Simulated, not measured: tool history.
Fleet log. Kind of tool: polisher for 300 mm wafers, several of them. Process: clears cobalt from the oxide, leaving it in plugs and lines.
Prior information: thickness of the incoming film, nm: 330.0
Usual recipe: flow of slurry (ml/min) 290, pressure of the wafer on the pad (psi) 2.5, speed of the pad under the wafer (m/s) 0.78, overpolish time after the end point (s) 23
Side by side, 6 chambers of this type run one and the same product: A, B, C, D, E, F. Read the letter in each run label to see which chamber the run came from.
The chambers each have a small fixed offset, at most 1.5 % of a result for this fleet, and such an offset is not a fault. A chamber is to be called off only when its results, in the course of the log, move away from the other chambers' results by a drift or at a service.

run,hour,flow of slurry (ml/min),pressure of the wafer on the pad (psi),speed of the pad under the wafer (m/s),overpolish time after the end point (s),wafers polished on this pad,hours since the slurry nozzle was cleaned,hours since the head pressure was calibrated,time until the end point was called (s),dishing of a wide line in a test structure (angstrom)
# hour 5.7: chamber E: worn pad replaced by a new one
1B,11.5,290,2.5,0.78,23,227,523.1,661.5,61.399,532.09
2A,23.1,290,2.5,0.78,23,311,153.9,161.0,61.649,555.03
# hour 26.6: chamber F: worn pad replaced by a new one
3D,32.3,290,2.5,0.78,23,887,399.1,694.1,59.944,542.48
4F,38.9,290,2.5,0.78,23,73,162.3,438.9,62.071,550.68
5C,48.6,290,2.5,0.78,23,468,220.7,818.7,61.979,545.47
6E,59.9,290,2.5,0.78,23,323,143.9,434.3,62.939,535.20
# hour 70.1: chamber C: worn pad replaced by a new one
7B,71.2,290,2.5,0.78,23,583,582.8,721.2,59.713,557.88
# hour 74.0: chamber D: worn pad replaced by a new one
# hour 79.6: chamber A: worn pad replaced by a new one
8D,84.1,290,2.5,0.78,23,60,450.9,745.9,62.271,539.15
9F,93.7,290,2.5,0.78,23,399,217.1,493.7,61.554,540.76
# hour 95.6: chamber E: worn pad replaced by a new one
10A,103.1,290,2.5,0.78,23,140,233.9,241.0,61.820,569.26
# hour 113.2: chamber F: head pressure recalibrated
11C,114.9,290,2.5,0.78,23,267,287.0,885.0,61.010,533.29
12E,122.8,290,2.5,0.78,23,162,206.8,497.2,62.109,543.49
# hour 127.3: chamber B: slurry nozzle cleaned
13E,131.5,290,1.8,0.78,23,214,215.5,505.9,86.771,481.60
# hour 144.7: chamber F: worn pad replaced by a new one
# hour 145.9: chamber D: slurry nozzle cleaned
14C,145.9,290,1.8,0.78,23,451,318.0,916.0,87.489,471.02
15F,159.9,290,1.8,0.78,23,90,283.3,46.8,85.643,476.65
16D,170.7,290,1.8,0.78,23,576,24.8,832.5,84.154,485.29
# hour 180.3: chamber C: worn pad replaced by a new one
17A,185.2,290,1.8,0.78,23,629,316.0,323.1,86.137,483.08
# hour 192.6: chamber A: worn pad replaced by a new one
18B,194.2,290,1.8,0.78,23,1316,67.0,844.2,89.408,475.49
# hour 195.9: chamber E: worn pad replaced by a new one
19E,209.3,290,2.5,0.68,10,80,293.3,583.7,70.212,322.45
20A,224.4,290,2.5,0.68,10,189,355.2,362.3,71.339,337.12
21C,235.9,290,2.5,0.68,10,331,408.0,1006.0,68.951,331.49
# hour 246.0: chamber F: slurry nozzle cleaned
22B,250.7,290,2.5,0.68,10,1652,123.5,900.7,74.233,316.83
# hour 252.3: chamber D: worn pad replaced by a new one
23F,260.4,290,2.5,0.68,10,689,14.4,147.3,70.723,332.25
# hour 262.1: chamber F: worn pad replaced by a new one
# hour 263.8: chamber C: worn pad replaced by a new one
24D,270.4,290,2.5,0.68,10,108,124.5,932.2,71.112,323.00
25C,280.9,290,2.5,0.78,23,102,453.0,1051.0,64.334,540.04
# hour 283.6: chamber E: worn pad replaced by a new one
26A,289.3,290,2.5,0.78,23,576,420.1,427.2,61.623,545.54
# hour 290.5: chamber A: worn pad replaced by a new one
27B,302.2,290,2.5,0.78,23,1959,175.0,952.2,67.322,523.94
# hour 304.2: chamber E: head pressure recalibrated
28D,315.8,290,2.5,0.78,23,378,169.9,977.6,63.101,548.96
# hour 321.9: chamber A: slurry nozzle cleaned
29E,322.8,290,2.5,0.78,23,234,406.8,18.6,62.716,536.37
30F,331.0,290,2.5,0.78,23,411,85.0,217.9,63.369,557.40
31D,337.8,290,1.9,0.64,23,509,191.9,999.6,99.783,450.48
32F,346.6,290,1.9,0.64,23,504,100.6,233.5,101.400,447.49
33A,357.0,290,1.9,0.64,23,396,35.2,494.9,95.904,443.21
# hour 366.2: chamber D: head pressure recalibrated
34B,368.5,290,1.9,0.64,23,2354,241.3,1018.5,112.420,425.63
# hour 373.2: chamber E: worn pad replaced by a new one
# hour 375.6: chamber C: worn pad replaced by a new one
35C,378.1,290,1.9,0.64,23,15,550.2,1148.2,99.078,438.26
36E,385.3,290,1.9,0.64,23,72,469.3,81.1,97.569,445.17
37E,392.4,290,2.5,0.78,23,114,476.4,88.2,61.471,553.35
38D,399.7,290,2.5,0.78,23,878,253.8,33.6,59.091,549.82
39B,410.6,290,2.5,0.78,23,2605,283.4,1060.6,69.356,527.05

All 6 chambers run these settings next. Forecast each chamber's results:
40A,421.6,290,2.5,0.78,23,,,,?,?
40B,421.6,290,2.5,0.78,23,,,,?,?
40C,421.6,290,2.5,0.78,23,,,,?,?
40D,421.6,290,2.5,0.78,23,,,,?,?
40E,421.6,290,2.5,0.78,23,,,,?,?
40F,421.6,290,2.5,0.78,23,,,,?,?

run,time until the end point was called (s),dishing of a wide line in a test structure (angstrom)
40A,59.817,552.53
40B,71.902,514.79
40C,62.394,554.66
40D,62.319,546.29
40E,61.599,530.86
40F,62.470,545.51
